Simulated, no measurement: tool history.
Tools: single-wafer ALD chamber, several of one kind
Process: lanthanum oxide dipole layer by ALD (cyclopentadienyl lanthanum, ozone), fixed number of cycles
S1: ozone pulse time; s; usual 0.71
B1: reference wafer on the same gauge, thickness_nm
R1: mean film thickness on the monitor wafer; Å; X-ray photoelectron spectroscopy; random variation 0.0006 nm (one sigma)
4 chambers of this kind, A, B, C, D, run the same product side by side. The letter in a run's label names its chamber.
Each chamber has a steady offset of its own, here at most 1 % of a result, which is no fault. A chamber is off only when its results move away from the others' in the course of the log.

run,hour,S1,B1,R1
1B,9.8,0.71,0.40999,4.3980
2C,21.3,0.71,0.41018,4.4094
3A,31.7,0.71,0.41016,4.4214
4D,45.9,0.71,0.41031,4.4044
5B,58.4,0.71,0.41022,4.4066
6A,67.0,0.71,0.41026,4.4117
7C,79.9,0.71,0.41025,4.3997
8D,91.5,0.71,0.41053,4.4004
9C,104.7,0.71,0.41056,4.4062
10B,121.3,0.71,0.41069,4.4140
11A,137.8,0.95,0.41065,4.9649
12D,146.2,0.95,0.41065,4.9398
13A,157.9,0.95,0.41074,4.9700
14D,171.4,0.95,0.41106,4.9349
15C,186.8,0.71,0.41093,4.4172
16B,200.1,0.71,0.41116,4.4063
17D,214.7,0.71,0.41117,4.4239
18C,229.6,0.71,0.41125,4.4142
19A,237.8,0.71,0.41124,4.4284
20B,245.3,0.86,0.41136,4.7898
21B,254.7,0.86,0.41131,4.7820
22D,265.5,0.86,0.41139,4.7761
23A,276.5,0.86,0.41150,4.7892
24C,287.1,0.71,0.41134,4.4122
25C,299.7,0.71,0.41150,4.4294
26A,313.8,0.71,0.41172,4.4184
27B,322.6,0.71,0.41173,4.4222
# hour 335.9: chamber D: ozone generator serviced
28D,337.4,0.71,0.41171,4.4259
29B,352.8,0.71,0.41173,4.4152
30D,366.5,0.71,0.41200,4.4192
31A,380.8,0.71,0.41190,4.4337
32C,394.5,0.71,0.41205,4.4204
33D,405.9,0.71,0.41223,4.4219
34B,414.3,0.71,0.41194,4.4236
35C,424.3,0.80,0.41217,4.6517

All 4 chambers run these settings next. Forecast each chamber's results:
36A,436.2,0.98,,?
36B,436.2,0.98,,?
36C,436.2,0.98,,?
36D,436.2,0.98,,?

run,R1
36A,5.0275
36B,5.0220
36C,5.0047
36D,5.0228
